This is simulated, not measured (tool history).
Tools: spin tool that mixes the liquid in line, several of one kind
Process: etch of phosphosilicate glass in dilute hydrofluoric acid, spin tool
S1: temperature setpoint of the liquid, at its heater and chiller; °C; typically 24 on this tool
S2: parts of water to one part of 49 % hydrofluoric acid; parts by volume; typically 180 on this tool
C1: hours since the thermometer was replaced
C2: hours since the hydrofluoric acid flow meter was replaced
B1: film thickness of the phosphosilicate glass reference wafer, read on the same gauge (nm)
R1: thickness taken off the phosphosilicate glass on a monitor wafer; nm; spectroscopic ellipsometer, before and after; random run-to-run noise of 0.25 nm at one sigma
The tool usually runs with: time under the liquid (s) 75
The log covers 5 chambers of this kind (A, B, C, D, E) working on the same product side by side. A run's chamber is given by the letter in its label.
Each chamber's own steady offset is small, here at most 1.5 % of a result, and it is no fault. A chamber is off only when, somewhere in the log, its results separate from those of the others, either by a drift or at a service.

{"run": "1A", "day": 0.129, "S1": 24, "S2": 180, "time under the liquid (s)": 75, "C1": 1166.2, "C2": 317.9, "B1": 30.005, "R1": 33.166}
{"run": "2C", "day": 0.225, "S1": 24, "S2": 180, "time under the liquid (s)": 75, "C1": 669.7, "C2": 353.0, "B1": 29.986, "R1": 33.283}
{"run": "3E", "day": 0.346, "S1": 24, "S2": 180, "time under the liquid (s)": 75, "C1": 159.1, "C2": 469.7, "B1": 30.004, "R1": 32.808}
{"run": "4D", "day": 0.521, "S1": 24, "S2": 180, "time under the liquid (s)": 75, "C1": 374.2, "C2": 1207.6, "B1": 30.019, "R1": 33.525}
{"run": "5B", "day": 0.654, "S1": 24, "S2": 180, "time under the liquid (s)": 75, "C1": 844.7, "C2": 199.3, "B1": 30.007, "R1": 33.892}
{"run": "6C", "day": 0.792, "S1": 24, "S2": 180, "time under the liquid (s)": 75, "C1": 683.3, "C2": 366.6, "B1": 29.994, "R1": 33.505}
{"run": "7E", "day": 0.883, "S1": 24, "S2": 180, "time under the liquid (s)": 75, "C1": 172.0, "C2": 482.6, "B1": 29.993, "R1": 32.983}
{"run": "8A", "day": 1.05, "S1": 24, "S2": 180, "time under the liquid (s)": 75, "C1": 1188.3, "C2": 340.0, "B1": 30.015, "R1": 33.443}
{"run": "9D", "day": 1.2, "S1": 24, "S2": 180, "time under the liquid (s)": 75, "C1": 390.5, "C2": 1223.9, "B1": 29.999, "R1": 33.424}
{"run": "10B", "day": 1.371, "S1": 24, "S2": 180, "time under the liquid (s)": 75, "C1": 861.9, "C2": 216.5, "B1": 29.982, "R1": 33.602}
{"run": "11A", "day": 1.554, "S1": 24, "S2": 180, "time under the liquid (s)": 75, "C1": 1200.4, "C2": 352.1, "B1": 29.998, "R1": 33.332}
{"run": "12B", "day": 1.704, "S1": 24, "S2": 180, "time under the liquid (s)": 75, "C1": 869.9, "C2": 224.5, "B1": 29.991, "R1": 33.939}
{"run": "13D", "day": 1.854, "S1": 24, "S2": 180, "time under the liquid (s)": 75, "C1": 406.2, "C2": 1239.6, "B1": 30.021, "R1": 33.477}
{"run": "14C", "day": 2.008, "S1": 24, "S2": 180, "time under the liquid (s)": 75, "C1": 712.5, "C2": 395.8, "B1": 30.017, "R1": 34.181}
{"run": "15E", "day": 2.138, "S1": 24, "S2": 180, "time under the liquid (s)": 75, "C1": 202.1, "C2": 512.7, "B1": 30.009, "R1": 32.983}
{"run": "16C", "day": 2.254, "S1": 24, "S2": 180, "time under the liquid (s)": 75, "C1": 718.4, "C2": 401.7, "B1": 30.016, "R1": 33.957}
{"run": "17A", "day": 2.375, "S1": 24, "S2": 180, "time under the liquid (s)": 75, "C1": 1220.1, "C2": 371.8, "B1": 29.983, "R1": 33.148}
{"run": "18E", "day": 2.575, "S1": 29, "S2": 180, "time under the liquid (s)": 75, "C1": 212.6, "C2": 523.2, "B1": 29.992, "R1": 39.497}
{"run": "19B", "day": 2.758, "S1": 29, "S2": 180, "time under the liquid (s)": 75, "C1": 895.2, "C2": 249.8, "B1": 30.021, "R1": 40.713}
{"run": "20D", "day": 2.912, "S1": 29, "S2": 180, "time under the liquid (s)": 75, "C1": 431.6, "C2": 1265.0, "B1": 29.999, "R1": 40.106}
{"run": "21E", "day": 3.058, "S1": 29, "S2": 180, "time under the liquid (s)": 75, "C1": 224.2, "C2": 534.8, "B1": 30.019, "R1": 40.33}
{"run": "22B", "day": 3.188, "S1": 29, "S2": 180, "time under the liquid (s)": 75, "C1": 905.5, "C2": 260.1, "B1": 30.003, "R1": 40.743}
{"run": "23C", "day": 3.329, "S1": 24, "S2": 180, "time under the liquid (s)": 75, "C1": 744.2, "C2": 427.5, "B1": 29.992, "R1": 33.974}
{"run": "24D", "day": 3.483, "S1": 24, "S2": 180, "time under the liquid (s)": 75, "C1": 445.3, "C2": 1278.7, "B1": 29.982, "R1": 33.543}
{"run": "25A", "day": 3.654, "S1": 27, "S2": 180, "time under the liquid (s)": 75, "C1": 1250.8, "C2": 402.5, "B1": 29.987, "R1": 37.597}
{"run": "26E", "day": 3.829, "S1": 27, "S2": 180, "time under the liquid (s)": 75, "C1": 242.7, "C2": 553.3, "B1": 29.985, "R1": 36.834}
{"run": "27C", "day": 4.017, "S1": 27, "S2": 180, "time under the liquid (s)": 75, "C1": 760.7, "C2": 444.0, "B1": 30.03, "R1": 38.874}
{"run": "28B", "day": 4.146, "S1": 27, "S2": 180, "time under the liquid (s)": 75, "C1": 928.5, "C2": 283.1, "B1": 30.005, "R1": 37.092}
{"run": "29D", "day": 4.267, "S1": 27, "S2": 180, "time under the liquid (s)": 75, "C1": 464.1, "C2": 1297.5, "B1": 30.0, "R1": 37.757}
{"run": "30A", "day": 4.454, "S1": 24, "S2": 180, "time under the liquid (s)": 75, "C1": 1270.0, "C2": 421.7, "B1": 29.993, "R1": 33.155}
{"run": "31A", "day": 4.608, "S1": 28, "S2": 180, "time under the liquid (s)": 55, "C1": 1273.7, "C2": 425.4, "B1": 30.005, "R1": 28.739}
{"run": "32D", "day": 4.7, "S1": 28, "S2": 180, "time under the liquid (s)": 55, "C1": 474.5, "C2": 1307.9, "B1": 29.998, "R1": 28.664}
{"run": "33B", "day": 4.896, "S1": 28, "S2": 180, "time under the liquid (s)": 55, "C1": 946.5, "C2": 301.1, "B1": 30.012, "R1": 28.391}
{"run": "34E", "day": 5.0, "S1": 28, "S2": 180, "time under the liquid (s)": 55, "C1": 270.8, "C2": 581.4, "B1": 30.007, "R1": 28.239}
{"run": "35C", "day": 5.121, "S1": 28, "S2": 180, "time under the liquid (s)": 55, "C1": 787.2, "C2": 470.5, "B1": 29.999, "R1": 30.314}
{"run": "36E", "day": 5.317, "S1": 24, "S2": 180, "time under the liquid (s)": 75, "C1": 278.4, "C2": 589.0, "B1": 30.0, "R1": 32.49}
{"run": "37D", "day": 5.438, "S1": 24, "S2": 180, "time under the liquid (s)": 75, "C1": 492.2, "C2": 1325.6, "B1": 29.991, "R1": 33.792}
{"run": "38B", "day": 5.538, "S1": 24, "S2": 180, "time under the liquid (s)": 75, "C1": 961.9, "C2": 316.5, "B1": 30.006, "R1": 33.683}
{"run": "39A", "day": 5.675, "S1": 24, "S2": 180, "time under the liquid (s)": 75, "C1": 1299.3, "C2": 451.0, "B1": 30.005, "R1": 33.697}
{"run": "40C", "day": 5.879, "S1": 24, "S2": 180, "time under the liquid (s)": 75, "C1": 805.4, "C2": 488.7, "B1": 29.989, "R1": 35.271}

Read the log: is a single chamber off, either drifting away or since a service, is the gauge that measures every chamber drifting, or is nothing wrong beyond small per-chamber offsets? Name any odd chamber and what most likely caused it.

It is chamber C that slowly wanders off from its peers.
What lies behind it: hydrofluoric acid flow above the setpoint (%) = 5.61.
The log may not separate it from: liquid hotter than its thermometer reads (K).

Which of the 4 candidates below, each the usual settings with something changed and its results left as question marks, puts chamber C back in line with what the other chambers give on the usual settings?
In line means no further than this from the other chambers' mean on the usual settings: R1 0.890 nm
{"run": "41C-1", "day": 6.025, "S1": 24.0, "S2": 170, "time under the liquid (s)": 75, "R1": "?"}
{"run": "41C-2", "day": 6.025, "S1": 24.5, "S2": 180, "time under the liquid (s)": 75, "R1": "?"}
{"run": "41C-3", "day": 6.025, "S1": 24.0, "S2": 190, "time under the liquid (s)": 75, "R1": "?"}
{"run": "41C-4", "day": 6.025, "S1": 23.5, "S2": 180, "time under the liquid (s)": 75, "R1": "?"}

What the other chambers average on the usual settings: R1 33.419 nm
run=41C-1 R1=38.260
run=41C-2 R1=36.434
run=41C-3 R1=33.524
run=41C-4 R1=35.086
41C-3 is the one that brings the chamber's results back in line with the other chambers.
